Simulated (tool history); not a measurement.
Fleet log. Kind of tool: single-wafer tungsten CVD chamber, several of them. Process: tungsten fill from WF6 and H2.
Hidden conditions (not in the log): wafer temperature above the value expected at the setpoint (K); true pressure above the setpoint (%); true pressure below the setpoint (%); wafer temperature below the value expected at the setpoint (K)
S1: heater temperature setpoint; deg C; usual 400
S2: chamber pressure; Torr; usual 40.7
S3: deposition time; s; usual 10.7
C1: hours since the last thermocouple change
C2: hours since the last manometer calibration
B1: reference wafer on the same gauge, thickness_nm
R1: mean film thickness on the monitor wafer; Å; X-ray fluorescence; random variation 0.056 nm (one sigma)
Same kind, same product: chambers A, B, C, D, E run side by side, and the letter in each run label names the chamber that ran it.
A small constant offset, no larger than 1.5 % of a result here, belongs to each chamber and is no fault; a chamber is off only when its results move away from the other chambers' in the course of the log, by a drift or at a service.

run   hour   S1    S2    S3      C1      C2      B1      R1
 1A   15.3  400  40.7  10.7   539.5   712.9  42.497  357.74
 2E   24.3  400  40.7  10.7  1420.7  1280.7  42.513  357.29
 3C   39.6  400  40.7  10.7   310.3  1222.2  42.524  361.66
 4B     53  400  40.7  10.7     998  2535.8  42.534   356.9
 5D   66.4  400  40.7  10.7      80     855  42.529  359.18
 6E   82.6  400  40.7  10.7    1479    1339  42.564  358.09
 7D   96.8  400  40.7  10.7   110.4   885.4  42.558  359.15
 8C  104.9  400    47  10.7   375.6  1287.5  42.552  385.34
 9B  118.2  400    47  10.7  1063.2    2601  42.573  381.38
10A  134.2  400    47  10.7   658.4   831.8  42.577  384.33
11A    144  400    47  10.7   668.2   841.6  42.573  383.26
12C  151.4  400    47  10.7   422.1    1334  42.587  386.04
13B  162.4  400  40.7  10.7  1107.4  2645.2   42.57  356.58
14E  176.1  400  40.7  10.7  1572.5  1432.5  42.593  359.11
15D  185.3  400  40.7  10.7   198.9   973.9  42.612  359.05
16D  198.7  400  40.7  10.7   212.3   987.3  42.604  358.69
17B  210.3  400  40.7  10.7  1155.3  2693.1  42.623  356.92
     222.7  -- chamber C: capacitance manometer re-zeroed and calibrated
18A  226.2  394  47.5  10.7   750.4   923.8   42.64  344.83
     240.5  -- chamber E: capacitance manometer re-zeroed and calibrated
19E  241.7  394  47.5  10.7  1638.1     1.2   42.63  343.68
20C  254.8  394  47.5  10.7   525.5    32.1  42.637  346.69
21D  270.6  394  47.5  10.7   284.2  1059.2   42.65  345.64
     273.2  -- chamber B: capacitance manometer re-zeroed and calibrated
22B    284  394  47.5  10.7    1229    10.8  42.668  344.06
23A  296.4  400  40.7  10.7   820.6     994  42.666   358.2
24E  309.1  400  40.7  10.7  1705.5    68.6  42.673  358.12
25C  325.2  400  40.7  10.7   595.9   102.5  42.694  362.52
26C  339.9  400  40.7  10.7   610.6   117.2  42.686  363.06
     344.3  -- chamber A: capacitance manometer re-zeroed and calibrated
27D  349.3  400  40.7  12.3   362.9  1137.9  42.698  414.79
28E  361.3  400  40.7  12.3  1757.7   120.8  42.696  412.96
29B  376.2  400  40.7  12.3  1321.2     103  42.705  411.43
30A  390.8  400  40.7  12.3     915    46.5  42.721   413.6
31C  400.3  400  40.7  12.3     671   177.6  42.717  416.65
32D  412.2  400  40.7  10.7   425.8  1200.8  42.741  360.84
33B  424.8  400  40.7  10.7  1369.8   151.6  42.739  358.64
34E  433.1  400  40.7  10.7  1829.5   192.6  42.746  359.62
35A  440.6  400  40.7  10.7   964.8    96.3  42.742  359.08
36E  450.5  400  40.7  10.7  1846.9     210  42.744  359.19
37B  466.7  400  40.7  10.7  1411.7   193.5  42.778  358.52

Predict what each chamber gives when all 5 of them run the settings below next.
38A  478.5  400  44.3  10.7               ?
38B  478.5  400  44.3  10.7               ?
38C  478.5  400  44.3  10.7               ?
38D  478.5  400  44.3  10.7               ?
38E  478.5  400  44.3  10.7               ?

run      R1
38A  373.84
38B  372.17
38C  378.13
38D  375.48
38E  373.77
